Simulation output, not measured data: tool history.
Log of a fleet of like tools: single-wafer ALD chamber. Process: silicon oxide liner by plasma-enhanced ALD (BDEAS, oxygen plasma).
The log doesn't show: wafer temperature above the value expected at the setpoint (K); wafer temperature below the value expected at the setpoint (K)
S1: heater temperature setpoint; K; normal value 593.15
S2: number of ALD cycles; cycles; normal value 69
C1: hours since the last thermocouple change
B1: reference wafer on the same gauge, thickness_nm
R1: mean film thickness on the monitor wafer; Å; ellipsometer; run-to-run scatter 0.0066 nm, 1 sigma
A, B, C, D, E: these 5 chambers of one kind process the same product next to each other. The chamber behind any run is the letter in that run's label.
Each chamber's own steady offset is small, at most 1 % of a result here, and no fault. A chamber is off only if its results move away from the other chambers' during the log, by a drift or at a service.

run	hour	S1	S2	C1	B1	R1
1D	7.6	593.15	69	1265.8	6.5200	62.362
2B	17.9	593.15	69	1542.8	6.5219	62.416
3E	31.8	593.15	69	122.5	6.5225	62.624
4A	42.8	593.15	69	2236.1	6.5221	62.294
5C	56.6	593.15	69	907.0	6.5233	62.687
6E	64.3	605.15	82	155.0	6.5249	73.230
7B	71.6	605.15	82	1596.5	6.5246	73.034
8A	80.3	605.15	82	2273.6	6.5256	72.667
9D	91.5	605.15	82	1349.7	6.5261	72.783
10C	97.8	605.15	82	948.2	6.5258	73.362
# hour 103.4: chamber A: thermocouple changed; heater temperature recalibrated
11A	108.5	593.15	69	5.2	6.5266	62.350
12B	116.7	593.15	69	1641.6	6.5284	62.438
13C	127.3	593.15	69	977.7	6.5291	62.703
14D	139.5	593.15	69	1397.7	6.5289	62.381
15E	151.2	593.15	69	241.9	6.5296	62.792
16C	162.3	593.15	69	1012.7	6.5313	62.921
17A	172.0	593.15	69	68.7	6.5323	62.308
18D	184.1	593.15	69	1442.3	6.5317	62.469
19E	197.7	593.15	69	288.4	6.5333	62.667
20B	206.1	593.15	69	1731.0	6.5343	62.538
21D	215.4	606.15	76	1473.6	6.5336	67.675
22E	221.6	606.15	76	312.3	6.5344	67.804
23C	234.1	606.15	76	1084.5	6.5347	67.845
24A	247.3	606.15	76	144.0	6.5360	67.545
25B	254.6	606.15	76	1779.5	6.5348	67.812
26E	262.3	593.15	69	353.0	6.5360	62.787
27A	269.7	593.15	69	166.4	6.5356	62.524
28C	281.7	593.15	69	1132.1	6.5387	62.901
29D	291.2	593.15	69	1549.4	6.5387	62.400
30B	303.3	593.15	69	1828.2	6.5393	62.759
31A	316.2	593.15	69	212.9	6.5410	62.420
32C	328.1	593.15	69	1178.5	6.5394	62.969
33E	340.0	593.15	77	430.7	6.5401	70.144
34B	347.0	593.15	77	1871.9	6.5427	70.039
35D	353.7	593.15	77	1611.9	6.5420	69.738
36C	362.4	593.15	77	1212.8	6.5435	70.294
37D	370.0	593.15	77	1628.2	6.5437	69.705
38A	379.0	593.15	69	275.7	6.5426	62.589
39E	390.0	593.15	69	480.7	6.5443	62.901
40B	401.4	593.15	69	1926.3	6.5459	62.737
41E	411.2	593.15	69	501.9	6.5445	62.887
42B	422.6	593.15	69	1947.5	6.5476	62.708
43A	430.5	593.15	69	327.2	6.5484	62.539
44D	437.6	593.15	69	1695.8	6.5490	62.604

Predict what each chamber gives when all 5 of them run the settings below next.
45A	447.5	593.15	69			?
45B	447.5	593.15	69			?
45C	447.5	593.15	69			?
45D	447.5	593.15	69			?
45E	447.5	593.15	69			?

run	R1
45A	62.572
45B	62.690
45C	63.007
45D	62.495
45E	62.934

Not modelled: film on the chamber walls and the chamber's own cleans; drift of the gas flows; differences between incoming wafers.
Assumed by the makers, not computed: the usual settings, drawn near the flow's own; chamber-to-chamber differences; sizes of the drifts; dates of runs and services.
